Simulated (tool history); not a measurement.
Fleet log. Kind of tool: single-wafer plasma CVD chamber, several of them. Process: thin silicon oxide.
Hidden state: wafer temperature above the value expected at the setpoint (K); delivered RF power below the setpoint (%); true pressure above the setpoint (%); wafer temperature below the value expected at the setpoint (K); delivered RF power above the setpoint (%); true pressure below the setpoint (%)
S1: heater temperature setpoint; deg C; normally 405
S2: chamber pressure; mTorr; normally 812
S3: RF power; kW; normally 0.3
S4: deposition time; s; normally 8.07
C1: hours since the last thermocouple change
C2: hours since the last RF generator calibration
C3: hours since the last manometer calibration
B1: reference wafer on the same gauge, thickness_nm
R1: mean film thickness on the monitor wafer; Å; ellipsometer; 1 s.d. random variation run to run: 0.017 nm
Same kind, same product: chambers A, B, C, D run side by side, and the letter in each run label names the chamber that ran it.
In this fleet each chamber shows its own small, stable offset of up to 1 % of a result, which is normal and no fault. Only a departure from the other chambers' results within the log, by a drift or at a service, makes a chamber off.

run 1A hour=8.5 | S1=405 S2=812 S3=0.3 S4=8.07 | C1=780.5 C2=792.4 C3=907.5 | B1=13.094 | R1=150.27
run 2B hour=14.8 | S1=405 S2=812 S3=0.3 S4=8.07 | C1=2536.6 C2=727.5 C3=685.2 | B1=13.095 | R1=150.79
run 3C hour=22.2 | S1=405 S2=812 S3=0.3 S4=8.07 | C1=346.9 C2=686.9 C3=1360 | B1=13.091 | R1=149.48
run 4D hour=29.7 | S1=405 S2=812 S3=0.3 S4=8.07 | C1=2149 C2=61.7 C3=310.5 | B1=13.092 | R1=149.05
run 5D hour=35.6 | S1=405 S2=812 S3=0.3 S4=8.07 | C1=2154.9 C2=67.6 C3=316.4 | B1=13.091 | R1=148.93
run 6B hour=42.2 | S1=405 S2=812 S3=0.3 S4=8.07 | C1=2564 C2=754.9 C3=712.6 | B1=13.092 | R1=151.04
run 7A hour=49.5 | S1=405 S2=812 S3=0.3 S4=8.07 | C1=821.5 C2=833.4 C3=948.5 | B1=13.09 | R1=149.74
run 8C hour=54.4 | S1=405 S2=812 S3=0.3 S4=8.07 | C1=379.1 C2=719.1 C3=1392.2 | B1=13.086 | R1=149.74
run 9C hour=63.1 | S1=405 S2=812 S3=0.3 S4=8.07 | C1=387.8 C2=727.8 C3=1400.9 | B1=13.086 | R1=149.54
run 10A hour=71.8 | S1=405 S2=812 S3=0.3 S4=8.07 | C1=843.8 C2=855.7 C3=970.8 | B1=13.088 | R1=149.9
run 11D hour=76.4 | S1=405 S2=812 S3=0.3 S4=8.07 | C1=2195.7 C2=108.4 C3=357.2 | B1=13.083 | R1=149.11
run 12B hour=85.3 | S1=405 S2=812 S3=0.3 S4=8.07 | C1=2607.1 C2=798 C3=755.7 | B1=13.084 | R1=150.67
-- hour=88.7 chamber D: thermocouple changed; heater temperature recalibrated
run 13D hour=92 | S1=405 S2=812 S3=0.3 S4=8.07 | C1=3.3 C2=124 C3=372.8 | B1=13.081 | R1=148.75
-- hour=97.3 chamber B: thermocouple changed; heater temperature recalibrated
run 14B hour=100.6 | S1=405 S2=812 S3=0.3 S4=8.07 | C1=3.4 C2=813.3 C3=771 | B1=13.077 | R1=150.93
run 15C hour=108.7 | S1=405 S2=812 S3=0.3 S4=8.07 | C1=433.4 C2=773.4 C3=1446.5 | B1=13.072 | R1=149.51
run 16A hour=117.7 | S1=405 S2=812 S3=0.3 S4=8.07 | C1=889.7 C2=901.6 C3=1016.7 | B1=13.074 | R1=149.58
run 17D hour=125.5 | S1=405 S2=812 S3=0.3 S4=8.07 | C1=36.8 C2=157.5 C3=406.3 | B1=13.071 | R1=148.65
run 18A hour=130.9 | S1=405 S2=812 S3=0.3 S4=8.07 | C1=902.9 C2=914.8 C3=1029.9 | B1=13.072 | R1=149.9
run 19B hour=136.8 | S1=405 S2=658 S3=0.33 S4=8.07 | C1=39.6 C2=849.5 C3=807.2 | B1=13.067 | R1=127.2
run 20C hour=144 | S1=405 S2=658 S3=0.33 S4=8.07 | C1=468.7 C2=808.7 C3=1481.8 | B1=13.071 | R1=125.81
run 21C hour=149.1 | S1=405 S2=658 S3=0.33 S4=8.07 | C1=473.8 C2=813.8 C3=1486.9 | B1=13.07 | R1=125.95
run 22B hour=158.6 | S1=405 S2=658 S3=0.33 S4=8.07 | C1=61.4 C2=871.3 C3=829 | B1=13.063 | R1=126.97
run 23A hour=167.1 | S1=405 S2=812 S3=0.3 S4=8.07 | C1=939.1 C2=951 C3=1066.1 | B1=13.058 | R1=149.9
run 24D hour=173.7 | S1=405 S2=812 S3=0.265 S4=8.07 | C1=85 C2=205.7 C3=454.5 | B1=13.061 | R1=140.93
run 25A hour=177.8 | S1=405 S2=812 S3=0.265 S4=8.07 | C1=949.8 C2=961.7 C3=1076.8 | B1=13.062 | R1=142.23
run 26B hour=183.1 | S1=405 S2=812 S3=0.265 S4=8.07 | C1=85.9 C2=895.8 C3=853.5 | B1=13.059 | R1=142.6
run 27C hour=188.8 | S1=405 S2=812 S3=0.265 S4=8.07 | C1=513.5 C2=853.5 C3=1526.6 | B1=13.055 | R1=141.56
run 28D hour=194.7 | S1=405 S2=812 S3=0.3 S4=8.07 | C1=106 C2=226.7 C3=475.5 | B1=13.057 | R1=149.01
run 29A hour=201 | S1=405 S2=812 S3=0.3 S4=8.07 | C1=973 C2=984.9 C3=1100 | B1=13.057 | R1=149.8
-- hour=201.6 chamber C: RF generator calibrated
run 30C hour=206.9 | S1=405 S2=812 S3=0.3 S4=8.07 | C1=531.6 C2=5.3 C3=1544.7 | B1=13.055 | R1=149.15
run 31B hour=212.2 | S1=405 S2=812 S3=0.3 S4=8.07 | C1=115 C2=924.9 C3=882.6 | B1=13.057 | R1=150.54
run 32D hour=219.6 | S1=405 S2=812 S3=0.3 S4=8.07 | C1=130.9 C2=251.6 C3=500.4 | B1=13.053 | R1=148.5
run 33D hour=226.5 | S1=405 S2=812 S3=0.3 S4=8.07 | C1=137.8 C2=258.5 C3=507.3 | B1=13.052 | R1=148.61
run 34C hour=231.8 | S1=405 S2=696 S3=0.3 S4=8.07 | C1=556.5 C2=30.2 C3=1569.6 | B1=13.049 | R1=128.25
run 35A hour=239.2 | S1=405 S2=696 S3=0.3 S4=8.07 | C1=1011.2 C2=1023.1 C3=1138.2 | B1=13.047 | R1=128.28
run 36B hour=246 | S1=405 S2=696 S3=0.3 S4=8.07 | C1=148.8 C2=958.7 C3=916.4 | B1=13.049 | R1=129.77
run 37C hour=254 | S1=405 S2=696 S3=0.3 S4=8.07 | C1=578.7 C2=52.4 C3=1591.8 | B1=13.048 | R1=128.38
run 38D hour=262.5 | S1=405 S2=812 S3=0.32 S4=8.07 | C1=173.8 C2=294.5 C3=543.3 | B1=13.043 | R1=152.31
run 39B hour=270.8 | S1=405 S2=812 S3=0.32 S4=8.07 | C1=173.6 C2=983.5 C3=941.2 | B1=13.044 | R1=154.16
run 40A hour=276.6 | S1=405 S2=812 S3=0.32 S4=8.07 | C1=1048.6 C2=1060.5 C3=1175.6 | B1=13.04 | R1=153.28
run 41C hour=283.7 | S1=405 S2=812 S3=0.32 S4=8.07 | C1=608.4 C2=82.1 C3=1621.5 | B1=13.04 | R1=153.38

For the next run the whole fleet of 4 chambers uses the same settings. Give each chamber's results:
run 42A hour=290.5 | S1=405 S2=812 S3=0.3 S4=9.59 | R1=?
run 42B hour=290.5 | S1=405 S2=812 S3=0.3 S4=9.59 | R1=?
run 42C hour=290.5 | S1=405 S2=812 S3=0.3 S4=9.59 | R1=?
run 42D hour=290.5 | S1=405 S2=812 S3=0.3 S4=9.59 | R1=?

run=42A R1=177.15
run=42B R1=178.61
run=42C R1=177.08
run=42D R1=176.36
